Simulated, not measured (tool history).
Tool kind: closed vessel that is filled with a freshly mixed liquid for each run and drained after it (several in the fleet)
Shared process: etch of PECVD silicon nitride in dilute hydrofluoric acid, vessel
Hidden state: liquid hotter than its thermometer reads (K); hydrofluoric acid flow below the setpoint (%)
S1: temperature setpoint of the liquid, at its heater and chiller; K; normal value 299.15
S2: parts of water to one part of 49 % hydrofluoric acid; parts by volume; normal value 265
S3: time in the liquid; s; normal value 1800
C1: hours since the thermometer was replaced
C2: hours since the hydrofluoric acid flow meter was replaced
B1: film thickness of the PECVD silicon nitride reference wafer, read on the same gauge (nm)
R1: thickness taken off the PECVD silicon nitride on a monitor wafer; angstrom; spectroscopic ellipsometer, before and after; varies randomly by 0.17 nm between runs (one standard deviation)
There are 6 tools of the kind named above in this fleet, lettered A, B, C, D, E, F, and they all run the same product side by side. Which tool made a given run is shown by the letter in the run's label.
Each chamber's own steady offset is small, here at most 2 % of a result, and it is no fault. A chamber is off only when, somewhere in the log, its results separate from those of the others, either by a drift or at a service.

run   hour      S1   S2    S3      C1      C2      B1      R1
 1E   10.9  299.15  265  1800   411.4   381.1     150  210.51
 2F   16.1  299.15  265  1800  2551.4  1069.1  149.98  209.49
 3C   23.7  299.15  265  1800    40.4    36.1     150  216.99
 4B   30.3  299.15  265  1800   662.6   173.7  150.02  215.47
      34.1  -- chamber F: thermometer replaced
 5A   39.2  299.15  265  1800   536.3   512.9  149.98  219.99
 6D   46.3  299.15  265  1800   450.3   808.4  149.99     212
 7C   54.2  299.15  265  1800    70.9    66.6  149.99  214.89
 8D   63.6  299.15  265  1800   467.6   825.7  149.98  208.84
 9B   68.9  299.15  265  1800   701.2   212.3  149.99  218.17
10F   75.8  299.15  265  1800    41.7  1128.8  150.02  208.52
11E   83.3  299.15  265  1800   483.8   453.5  150.01  216.07
12A   90.6  299.15  265  1800   587.7   564.3  149.99  217.59
      95.3  -- chamber D: thermometer replaced
13C   98.4  299.15  265  1085   115.1   110.8  149.99  131.05
14F  106.8  299.15  265  1085    72.7  1159.8  150.01  127.12
15D    114  299.15  265  1085    18.8   876.1  149.99  127.14
16A  120.8  299.15  265  1085   617.9   594.5  149.98  132.25
17B  131.6  299.15  265  1085   763.9     275  150.02     126
18E  137.9  299.15  265  1085   538.4   508.1  149.99  128.14
19A  145.5  296.65  265  1465   642.6   619.2  149.98  149.32
20F  153.4  296.65  265  1465   119.3  1206.4  150.01  145.39
21E  159.7  296.65  265  1465   560.2   529.9  150.02  147.89
     161.4  -- chamber E: hydrofluoric acid flow meter replaced
22D  170.2  296.65  265  1465      75   932.3  149.99  146.33
23B  176.1  296.65  265  1465   808.4   319.5     150  147.29
24C  186.5  296.65  265  1465   203.2   198.9  150.01  153.93
25C  193.5  299.15  265  1800   210.2   205.9  150.02  214.86
26F  203.6  295.15  265  1800   169.5  1256.6  150.01  164.56
27A  211.1  295.15  265  1800   708.2   684.8  150.02  170.11
28D  216.9  295.15  265  1800   121.7     979  149.99  163.15
29B  223.8  295.15  265  1800   856.1   367.2     150  162.62
30E  230.4  295.15  265  1800   630.9    69.1  150.02  165.44
31C  239.6  295.15  265  1800   256.3     252     150  169.83
32B  247.5  299.15  265  1800   879.8   390.9     150  204.01
33E  256.9  299.15  265  1800   657.4    95.6  150.01  212.78
34A  262.5  299.15  265  1800   759.6   736.2  150.01  218.42
35F  272.3  299.15  265  1800   238.2  1325.3  150.01  208.35
36D  281.2  299.15  340  2750     186  1043.3  149.99   250.1
37C    290  299.15  340  2750   306.7   302.4     150  260.57

Next, all 6 chambers run the settings below, one line each with question marks for the results. What does each chamber give?
38A  298.3  299.15  265  1800               ?
38B  298.3  299.15  265  1800               ?
38C  298.3  299.15  265  1800               ?
38D  298.3  299.15  265  1800               ?
38E  298.3  299.15  265  1800               ?
38F  298.3  299.15  265  1800               ?

run      R1
38A  216.95
38B  200.37
38C  215.98
38D  211.51
38E  210.55
38F   209.3
